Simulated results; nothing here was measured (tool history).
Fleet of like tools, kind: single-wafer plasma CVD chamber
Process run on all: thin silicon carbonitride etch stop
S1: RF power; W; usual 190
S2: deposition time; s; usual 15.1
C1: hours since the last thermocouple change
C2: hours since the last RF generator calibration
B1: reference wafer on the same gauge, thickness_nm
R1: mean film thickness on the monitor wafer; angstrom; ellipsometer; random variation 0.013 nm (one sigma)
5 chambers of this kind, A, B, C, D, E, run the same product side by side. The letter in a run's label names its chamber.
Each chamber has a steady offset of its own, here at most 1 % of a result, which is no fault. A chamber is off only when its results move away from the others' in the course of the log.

run 1E hour=7.2 | S1=190 S2=15.1 | C1=426 C2=321.2 | B1=9.7075 | R1=84.984
run 2D hour=16.3 | S1=190 S2=15.1 | C1=969.3 C2=1451.3 | B1=9.7139 | R1=83.656
run 3C hour=23.4 | S1=190 S2=15.1 | C1=247.2 C2=1703.6 | B1=9.7149 | R1=84.497
run 4A hour=30 | S1=190 S2=15.1 | C1=1144.6 C2=1344.1 | B1=9.7183 | R1=84.899
-- hour=39.1 chamber C: RF generator calibrated
run 5B hour=39.7 | S1=190 S2=15.1 | C1=2481.6 C2=65 | B1=9.717 | R1=84.422
run 6C hour=48.5 | S1=190 S2=15.1 | C1=272.3 C2=9.4 | B1=9.7201 | R1=84.529
run 7D hour=56.7 | S1=170 S2=15.1 | C1=1009.7 C2=1491.7 | B1=9.7214 | R1=81.387
run 8A hour=65 | S1=170 S2=15.1 | C1=1179.6 C2=1379.1 | B1=9.7305 | R1=82.278
run 9E hour=73 | S1=170 S2=15.1 | C1=491.8 C2=387 | B1=9.7299 | R1=82.322
run 10B hour=80.2 | S1=170 S2=15.1 | C1=2522.1 C2=105.5 | B1=9.7285 | R1=81.768
run 11D hour=87.7 | S1=170 S2=15.1 | C1=1040.7 C2=1522.7 | B1=9.7355 | R1=81.483
run 12C hour=92.1 | S1=190 S2=15.1 | C1=315.9 C2=53 | B1=9.7344 | R1=84.561
run 13B hour=97.6 | S1=190 S2=15.1 | C1=2539.5 C2=122.9 | B1=9.7344 | R1=84.592
run 14A hour=102.4 | S1=155 S2=16.3 | C1=1217 C2=1416.5 | B1=9.7367 | R1=86.079
run 15E hour=109.8 | S1=155 S2=16.3 | C1=528.6 C2=423.8 | B1=9.7406 | R1=86.281
run 16B hour=118 | S1=155 S2=16.3 | C1=2559.9 C2=143.3 | B1=9.7413 | R1=85.829
run 17A hour=126.3 | S1=155 S2=16.3 | C1=1240.9 C2=1440.4 | B1=9.7425 | R1=86.348
-- hour=134.1 chamber D: thermocouple changed; heater temperature recalibrated
run 18C hour=134.3 | S1=155 S2=16.3 | C1=358.1 C2=95.2 | B1=9.746 | R1=85.853
run 19D hour=139.4 | S1=190 S2=15.1 | C1=5.3 C2=1574.4 | B1=9.7447 | R1=84.202
run 20E hour=143.9 | S1=190 S2=15.1 | C1=562.7 C2=457.9 | B1=9.7493 | R1=85.118
run 21C hour=150.3 | S1=190 S2=15.1 | C1=374.1 C2=111.2 | B1=9.7524 | R1=84.816
run 22D hour=154.6 | S1=190 S2=17.1 | C1=20.5 C2=1589.6 | B1=9.7522 | R1=95.299
run 23B hour=164.2 | S1=190 S2=17.1 | C1=2606.1 C2=189.5 | B1=9.7532 | R1=95.896
run 24E hour=171.5 | S1=190 S2=17.1 | C1=590.3 C2=485.5 | B1=9.7531 | R1=96.568
run 25A hour=176.5 | S1=190 S2=17.1 | C1=1291.1 C2=1490.6 | B1=9.7537 | R1=96.061
run 26A hour=185.3 | S1=190 S2=17.1 | C1=1299.9 C2=1499.4 | B1=9.7583 | R1=96.49
run 27B hour=194.4 | S1=160 S2=15.1 | C1=2636.3 C2=219.7 | B1=9.7626 | R1=80.391
run 28D hour=200.8 | S1=160 S2=15.1 | C1=66.7 C2=1635.8 | B1=9.7611 | R1=80.03
run 29E hour=207.9 | S1=160 S2=15.1 | C1=626.7 C2=521.9 | B1=9.7659 | R1=80.888
run 30C hour=213.7 | S1=160 S2=15.1 | C1=437.5 C2=174.6 | B1=9.7665 | R1=80.422
run 31B hour=219.5 | S1=160 S2=15.1 | C1=2661.4 C2=244.8 | B1=9.7634 | R1=80.601
run 32C hour=229.3 | S1=190 S2=15.1 | C1=453.1 C2=190.2 | B1=9.7753 | R1=85.13
run 33D hour=235.8 | S1=190 S2=15.1 | C1=101.7 C2=1670.8 | B1=9.7718 | R1=84.517

Which is it: a chamber that has drifted or been left off by a service, a gauge drift common to all chambers, or only each chamber's usual small offset? If a chamber is off, name it and its likeliest cause.

It is the gauge, not a chamber: its drift shows up in every chamber's results at once, and no chamber is off.
What lies behind it: gauge reads high (%) = 0.656.
